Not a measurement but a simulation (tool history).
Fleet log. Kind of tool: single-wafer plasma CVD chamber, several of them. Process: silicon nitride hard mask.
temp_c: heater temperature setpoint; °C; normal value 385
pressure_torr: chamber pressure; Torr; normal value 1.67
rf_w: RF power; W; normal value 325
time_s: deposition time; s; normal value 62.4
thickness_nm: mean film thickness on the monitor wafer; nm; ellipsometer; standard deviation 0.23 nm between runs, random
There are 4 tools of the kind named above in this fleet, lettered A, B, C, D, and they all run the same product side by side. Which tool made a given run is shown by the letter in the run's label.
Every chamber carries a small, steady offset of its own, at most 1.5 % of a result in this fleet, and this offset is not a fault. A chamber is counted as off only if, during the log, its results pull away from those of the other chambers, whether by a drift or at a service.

run,hour,temp_c,pressure_torr,rf_w,time_s,hours since the last thermocouple change,hours since the last RF generator calibration,hours since the last manometer calibration,"read-back reference wafer on the same gauge, thickness_nm",thickness_nm
1A,12.5,385,1.67,325,62.4,1318.8,868.3,834,74.088,75.951
2D,25,385,1.67,325,62.4,36.7,2075.3,1038.6,74.107,76.778
3C,40.5,385,1.67,325,62.4,1169.8,1081.2,728.9,74.096,77.355
4B,48.9,385,1.67,325,62.4,1254.4,705.5,658.5,74.109,77.216
5A,59.3,385,1.67,325,62.4,1365.6,915.1,880.8,74.093,75.8
6B,74.7,385,1.67,325,62.4,1280.2,731.3,684.3,74.112,77.001
7C,87.1,385,1.67,325,62.4,1216.4,1127.8,775.5,74.167,76.79
8D,96.8,385,1.99,325,62.4,108.5,2147.1,1110.4,74.102,81.106
9D,105.7,385,1.99,325,62.4,117.4,2156,1119.3,74.092,80.846
10A,118,385,1.99,325,62.4,1424.3,973.8,939.5,74.042,80.442
11C,132.4,385,1.99,325,62.4,1261.7,1173.1,820.8,74.067,80.759
12B,141.6,385,1.67,325,62.4,1347.1,798.2,751.2,74.097,77.217
13B,157.6,385,1.67,325,62.4,1363.1,814.2,767.2,74.118,77.469
14A,171,385,1.67,325,62.4,1477.3,1026.8,992.5,74.09,75.938
# hour 179.8: chamber D: capacitance manometer re-zeroed and calibrated
15D,185,385,1.67,360,53.2,196.7,2235.3,5.2,74.092,70.186
16C,192.7,385,1.67,360,53.2,1322,1233.4,881.1,74.086,70.026
17C,202.3,385,1.67,360,53.2,1331.6,1243,890.7,74.125,69.802
18D,212.3,385,1.67,360,53.2,224,2262.6,32.5,74.118,70.23
# hour 219.8: chamber D: RF generator calibrated
19A,226.6,385,1.67,325,62.4,1532.9,1082.4,1048.1,74.075,76.201
20B,233.6,385,1.67,325,62.4,1439.1,890.2,843.2,74.131,77.073
21B,244.1,385,1.67,325,62.4,1449.6,900.7,853.7,74.118,77.061
22A,258.7,385,1.67,325,62.4,1565,1114.5,1080.2,74.051,76.312
23C,271.1,385,1.67,325,62.4,1400.4,1311.8,959.5,74.122,76.952
24D,278.8,385,1.67,325,62.4,290.5,59,99,74.073,77.442
25C,287.3,385,1.67,325,62.4,1416.6,1328,975.7,74.176,77.175
# hour 291: chamber B: RF generator calibrated
# hour 294.6: chamber B: thermocouple changed; heater temperature recalibrated
26B,300.2,385,1.67,325,62.4,5.7,9.2,909.8,74.13,77.007
27A,313.2,385,1.67,325,62.4,1619.5,1169,1134.7,74.104,76.157
28D,321.1,385,1.67,325,62.4,332.8,101.3,141.3,74.121,77.363
# hour 330.9: chamber C: RF generator calibrated
29A,336.3,385,1.67,325,62.4,1642.6,1192.1,1157.8,74.079,75.828
30C,350.2,385,1.67,325,62.4,1479.5,19.4,1038.6,74.122,77.296
31D,364.7,385,1.67,325,62.4,376.4,144.9,184.9,74.116,77.179
32B,380.2,385,1.67,325,62.4,85.7,89.2,989.8,74.145,76.733
33C,389.7,385,1.67,325,62.4,1519,58.9,1078.1,74.076,76.657

Is one chamber out of step, is the gauge drifting, or do the chambers differ by no more than their own small offsets? For an off chamber, give its letter and the likeliest cause.

Beyond each chamber's small constant offset nothing stands out, and the gauge stays steady.
